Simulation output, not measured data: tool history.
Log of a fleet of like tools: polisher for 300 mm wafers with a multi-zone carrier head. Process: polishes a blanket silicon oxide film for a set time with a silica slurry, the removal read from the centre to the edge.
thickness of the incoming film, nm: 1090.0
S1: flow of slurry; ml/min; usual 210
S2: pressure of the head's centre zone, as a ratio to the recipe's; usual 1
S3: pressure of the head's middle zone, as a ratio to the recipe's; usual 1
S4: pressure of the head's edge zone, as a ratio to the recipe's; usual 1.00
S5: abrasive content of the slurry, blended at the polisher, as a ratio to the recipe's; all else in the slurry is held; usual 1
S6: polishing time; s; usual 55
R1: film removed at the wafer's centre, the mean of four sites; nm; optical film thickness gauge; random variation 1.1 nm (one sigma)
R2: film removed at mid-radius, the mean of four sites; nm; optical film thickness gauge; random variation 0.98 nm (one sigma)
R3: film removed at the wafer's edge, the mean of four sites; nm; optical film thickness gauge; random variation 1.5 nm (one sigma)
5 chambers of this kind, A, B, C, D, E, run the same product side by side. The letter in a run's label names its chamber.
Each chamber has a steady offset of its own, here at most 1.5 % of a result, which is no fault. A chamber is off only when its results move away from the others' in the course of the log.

run	day	S1	S2	S3	S4	S5	S6	R1	R2	R3
1C	0.412	210	1	1	1.00	1	55	110.310	105.72	110.95
2E	0.817	210	1	1	1.00	1	55	108.260	111.05	109.01
# day 0.925: chamber D: worn pad replaced by a new one
3D	1.108	210	1	1	1.00	1	55	110.410	107.79	111.26
4B	1.346	210	1	1	1.00	1	55	109.580	107.51	107.74
5A	1.579	210	1	1	1.00	1	55	107.240	107.92	110.85
# day 1.771: chamber B: worn pad replaced by a new one
6E	1.867	210	1	1	1.00	1	55	110.880	109.61	108.16
# day 1.929: chamber C: worn pad replaced by a new one
7B	2.267	210	1	1	1.00	1	55	108.770	109.81	109.53
# day 2.546: chamber B: slurry nozzle cleaned
8D	2.662	210	1	1	1.00	1	55	111.780	107.95	110.01
9C	2.929	210	1	1	1.00	1	55	110.220	108.41	107.99
10A	3.167	210	1	1	1.00	1	55	108.290	108.28	108.04
# day 3.175: chamber B: centre zone pressure recalibrated
# day 3.304: chamber E: worn pad replaced by a new one
11E	3.512	210	1	1	1.00	1	55	109.590	110.68	108.68
12D	3.775	210	1	1	1.00	1	55	111.400	108.38	107.63
13B	4.000	210	1	1	1.00	1	55	101.810	108.64	112.46
14C	4.221	210	1	1	1.00	1	55	107.180	107.73	107.33
15A	4.492	210	1	1	1.00	1	55	109.020	109.36	107.51
# day 4.725: chamber C: edge zone pressure recalibrated
16A	4.800	210	1	1	1.00	1	55	108.190	107.91	108.35
# day 4.804: chamber C: centre zone pressure recalibrated
# day 4.804: chamber D: worn pad replaced by a new one
# day 4.912: chamber B: worn pad replaced by a new one
17E	4.996	210	1	1	1.00	1	55	107.890	107.42	110.37
# day 5.154: chamber D: centre zone pressure recalibrated
18B	5.175	210	1	1	1.00	1	55	99.876	110.16	107.01
# day 5.433: chamber E: slurry nozzle cleaned
19C	5.438	210	1	1	1.00	1	55	109.090	109.42	108.22
# day 5.712: chamber A: worn pad replaced by a new one
20D	5.746	260	1	1	1.08	1	55	112.610	111.20	116.78
21E	6.108	260	1	1	1.08	1	55	114.290	110.16	115.74
# day 6.283: chamber C: worn pad replaced by a new one
22B	6.292	260	1	1	1.08	1	55	103.650	111.65	112.86
23A	6.550	260	1	1	1.08	1	55	112.270	112.83	114.55
24D	6.775	260	1	1	1.08	1	55	113.790	113.41	118.22
25C	7.017	210	1	1	1.00	1	55	110.940	107.42	108.97
# day 7.350: chamber E: worn pad replaced by a new one
26E	7.412	210	1	1	1.00	1	55	109.180	109.51	107.99
27C	7.683	210	1	1	1.00	1	55	107.820	109.30	107.82
# day 7.896: chamber B: worn pad replaced by a new one
28A	7.950	210	1	1	1.00	1	55	108.110	110.09	108.82
29B	8.250	210	1	1	1.00	1	55	101.900	108.64	108.06
# day 8.300: chamber D: worn pad replaced by a new one
30D	8.525	210	1	1	1.00	1	55	109.670	109.17	107.61
31E	8.812	210	1	1	1.00	1	55	109.430	111.07	109.44
32D	9.129	210	1	1	1.00	1	55	111.370	107.86	107.43

Next, every chamber runs the same settings. What will each give?
33A	9.425	210	1	1	1.00	1	55	?	?	?
33B	9.425	210	1	1	1.00	1	55	?	?	?
33C	9.425	210	1	1	1.00	1	55	?	?	?
33D	9.425	210	1	1	1.00	1	55	?	?	?
33E	9.425	210	1	1	1.00	1	55	?	?	?

run	R1	R2	R3
33A	106.750	108.68	109.53
33B	101.120	110.34	112.14
33C	108.460	109.15	107.74
33D	110.970	108.67	106.67
33E	109.660	108.87	106.65

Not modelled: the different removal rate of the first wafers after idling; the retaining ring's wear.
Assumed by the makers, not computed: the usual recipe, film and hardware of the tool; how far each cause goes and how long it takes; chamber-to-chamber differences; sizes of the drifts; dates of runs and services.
